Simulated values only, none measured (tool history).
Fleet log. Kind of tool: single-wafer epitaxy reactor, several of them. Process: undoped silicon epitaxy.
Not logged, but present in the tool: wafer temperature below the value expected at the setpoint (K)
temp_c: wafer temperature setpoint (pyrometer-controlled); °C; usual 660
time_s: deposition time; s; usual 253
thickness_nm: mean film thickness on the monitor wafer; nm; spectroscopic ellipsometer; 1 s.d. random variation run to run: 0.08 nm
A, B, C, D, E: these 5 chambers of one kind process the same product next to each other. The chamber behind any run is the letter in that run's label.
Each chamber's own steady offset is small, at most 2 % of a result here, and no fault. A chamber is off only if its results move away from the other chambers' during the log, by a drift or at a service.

run   hour  temp_c  time_s  hours since the last pyrometer calibration  read-back reference wafer on the same gauge, thickness_nm  thickness_nm
 1B    5.4     660     253                                      1501.5                                                     57.109        52.683
 2E   12.1     660     253                                      2432.2                                                     57.115        52.998
 3C   21.4     660     253                                       604.9                                                     57.106        52.724
 4A   28.1     660     253                                       151.1                                                     57.124        52.772
 5D     38     660     253                                      1688.2                                                     57.159        53.715
 6E   49.1     660     253                                      2469.2                                                     57.168         53.15
      55.4  -- chamber D: pyrometer calibrated
 7C   56.2     660     253                                       639.7                                                     57.153        52.791
 8A   62.3     660     253                                       185.3                                                     57.188         52.73
 9B   67.8     660     253                                      1563.9                                                     57.183        52.847
10D   78.7     660     253                                        23.4                                                     57.176        53.866
11B   89.7     660     253                                      1585.8                                                     57.237        52.849
12E   97.2     660     253                                      2517.3                                                     57.203        53.069
13C  107.4     660     253                                       690.9                                                     57.205        52.886
14A  115.7     660     253                                       238.7                                                     57.224         52.71
15D  126.4     660     253                                        71.1                                                     57.259        53.672
16A  133.9     660     253                                       256.9                                                     57.257          52.8
17D  145.3     660     253                                          90                                                     57.272        53.738
18B    155     660     253                                      1651.1                                                      57.26        53.032
19E  160.8     660     253                                      2580.9                                                     57.279        53.153
20C  168.2     666     298                                       751.7                                                     57.307        70.508
21C  176.9     666     298                                       760.4                                                     57.298        70.648
22E  186.7     666     298                                      2606.8                                                     57.307        71.015
23A  196.8     666     298                                       319.8                                                      57.34        70.675
24B  208.5     666     298                                      1704.6                                                     57.346        71.229
25D  220.4     660     253                                       165.1                                                     57.338        53.916
26E  226.9     660     253                                        2647                                                     57.347        53.371
27D  234.3     660     253                                         179                                                     57.352        53.911
28A  246.4     660     253                                       369.4                                                     57.386        53.004
29C    258     660     253                                       841.5                                                     57.388        53.061
30B  263.5     660     253                                      1759.6                                                     57.402         53.13
31D    270     660     253                                       214.7                                                       57.4        54.042
32B  275.4     660     253                                      1771.5                                                     57.416        53.107
33E  285.3     660     289                                      2705.4                                                     57.413        60.719
34A  295.5     660     289                                       418.5                                                     57.444        60.616
35C  302.8     660     289                                       886.3                                                     57.437        60.564

Read the log: is a single chamber off, either drifting away or since a service, is the gauge that measures every chamber drifting, or is nothing wrong beyond small per-chamber offsets? Name any odd chamber and what most likely caused it.

The gauge drifts, so all chambers seem to drift together. No chamber is off.
What lies behind it: gauge reads high (%) = 0.621.

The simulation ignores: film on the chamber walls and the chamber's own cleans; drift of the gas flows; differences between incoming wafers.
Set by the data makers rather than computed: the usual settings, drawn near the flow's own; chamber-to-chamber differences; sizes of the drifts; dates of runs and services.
